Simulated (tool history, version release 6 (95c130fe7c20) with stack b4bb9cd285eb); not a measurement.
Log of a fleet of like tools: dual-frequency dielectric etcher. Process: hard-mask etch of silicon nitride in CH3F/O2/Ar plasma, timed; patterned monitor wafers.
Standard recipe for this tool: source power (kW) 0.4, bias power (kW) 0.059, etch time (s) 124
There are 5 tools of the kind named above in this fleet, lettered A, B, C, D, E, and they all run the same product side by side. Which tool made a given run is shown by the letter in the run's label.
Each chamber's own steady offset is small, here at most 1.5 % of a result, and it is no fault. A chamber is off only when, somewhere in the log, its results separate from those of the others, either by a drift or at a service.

run	hour	source power (kW)	bias power (kW)	etch time (s)	hours since the last wet clean	hours since the last source power generator calibration	hours since the last bias power generator calibration	read-back reference wafer on the same gauge, depth_nm	mean etch depth across the wafer (angstrom)
1A	9.1	0.4	0.059	124	304.7	606.7	4242.7	77.081	803.88
2B	24	0.4	0.059	124	157.5	2541.8	311.1	77.032	810.68
3E	31.1	0.4	0.059	124	299.3	343.4	2552.3	77.206	809.94
4D	40.9	0.4	0.059	124	335.2	2757.5	1393.4	77.104	801.43
5C	50	0.4	0.059	124	424.7	1375.2	2269.4	77.114	812.84
6C	61.9	0.4	0.059	124	436.6	1387.1	2281.3	77.126	811.26
# hour 63: chamber B: source power generator calibrated
7B	72.9	0.4	0.059	124	206.4	9.9	360	77.117	822.54
# hour 78.7: chamber C: bias power generator calibrated
8A	84.9	0.4	0.059	124	380.5	682.5	4318.5	77.07	803.32
9D	96.8	0.4	0.059	124	391.1	2813.4	1449.3	77.059	800.49
10E	110.9	0.4	0.059	124	379.1	423.2	2632.1	77.221	812.38
11A	126.5	0.4	0.059	124	422.1	724.1	4360.1	77.093	802.61
12C	136.5	0.4	0.059	124	511.2	1461.7	57.8	77.124	811.06
# hour 138: chamber C: wet clean of the chamber
13E	149.6	0.4	0.059	124	417.8	461.9	2670.8	77.041	809.05
14D	162.9	0.4	0.059	97	457.2	2879.5	1515.4	77.122	627.46
15B	176.3	0.4	0.059	97	309.8	113.3	463.4	77.202	634.34
16C	192.1	0.4	0.059	97	54.1	1517.3	113.4	77.086	632.42
17E	199.6	0.4	0.059	97	467.8	511.9	2720.8	77.153	630.24
18D	215	0.4	0.059	97	509.3	2931.6	1567.5	77.149	625.07
# hour 216: chamber D: bias power generator calibrated
19B	223.7	0.4	0.059	124	357.2	160.7	510.8	77.203	816.85
20A	230.7	0.35	0.047	124	526.3	828.3	4464.3	77.042	709.43
# hour 244.8: chamber E: wet clean of the chamber
21C	246.5	0.35	0.047	124	108.5	1571.7	167.8	77.044	722.54
# hour 250.4: chamber D: wet clean of the chamber
22B	260.1	0.35	0.047	124	393.6	197.1	547.2	77.175	717.92
# hour 268.4: chamber E: bias power generator calibrated
23E	272.8	0.35	0.047	124	28.1	585.1	4.5	76.986	715.99
# hour 275.1: chamber A: wet clean of the chamber
24A	280.6	0.35	0.047	124	5.6	878.2	4514.2	77.136	703.94
25D	295.9	0.4	0.059	124	45.6	3012.5	80	77.093	758.3
26C	308.1	0.4	0.059	98.5	170.1	1633.3	229.4	77.089	648.71
27E	319.9	0.4	0.059	98.5	75.2	632.2	51.6	77.182	649.22
# hour 334: chamber B: wet clean of the chamber
28A	335.6	0.4	0.059	98.5	60.6	933.2	4569.2	77.143	637.53
29D	342.8	0.4	0.059	98.5	92.5	3059.4	126.9	77.096	603.48
30B	351.5	0.4	0.059	98.5	17.6	288.5	638.6	77.179	650.72
31C	360	0.4	0.059	124	222	1685.2	281.3	77.062	813.5
32E	367.3	0.4	0.059	124	122.6	679.6	99	77.187	812.42
33B	376	0.4	0.059	124	42.1	313	663.1	77.169	810.42
34A	389.2	0.4	0.059	124	114.2	986.8	4622.8	77.091	801.6
35D	402.7	0.4	0.059	124	152.4	3119.3	186.8	77.018	753.28

Decide between three cases: one chamber stands off from its peers, the gauge reading all wafers drifts, or nothing is wrong past each chamber's small offset. Where a chamber is off, say which and what most likely put it there.

A service on chamber D put it out of line with the rest.
Likeliest cause: etch rate under this chamber's usual, % = 5.22.

Here are 4 candidates for chamber D's next run, each the usual settings with a change, their results left as question marks. Which one brings its results back in line with what the others give on the usual settings?
Allowed miss from the other chambers' usual-settings mean, per result, to count as in line: mean etch depth across the wafer (angstrom) 13
36D-1	414.3	0.41	0.059	131.5					?
36D-2	414.3	0.4	0.059	110.5					?
36D-3	414.3	0.39	0.058	118					?
36D-4	414.3	0.41	0.06	136.5					?

Usual-settings mean across the other chambers: mean etch depth across the wafer (angstrom) 810.02
run	mean etch depth across the wafer (angstrom)
36D-1	814.25
36D-2	677.84
36D-3	712.93
36D-4	849.87
36D-1 brings the chamber back in line.
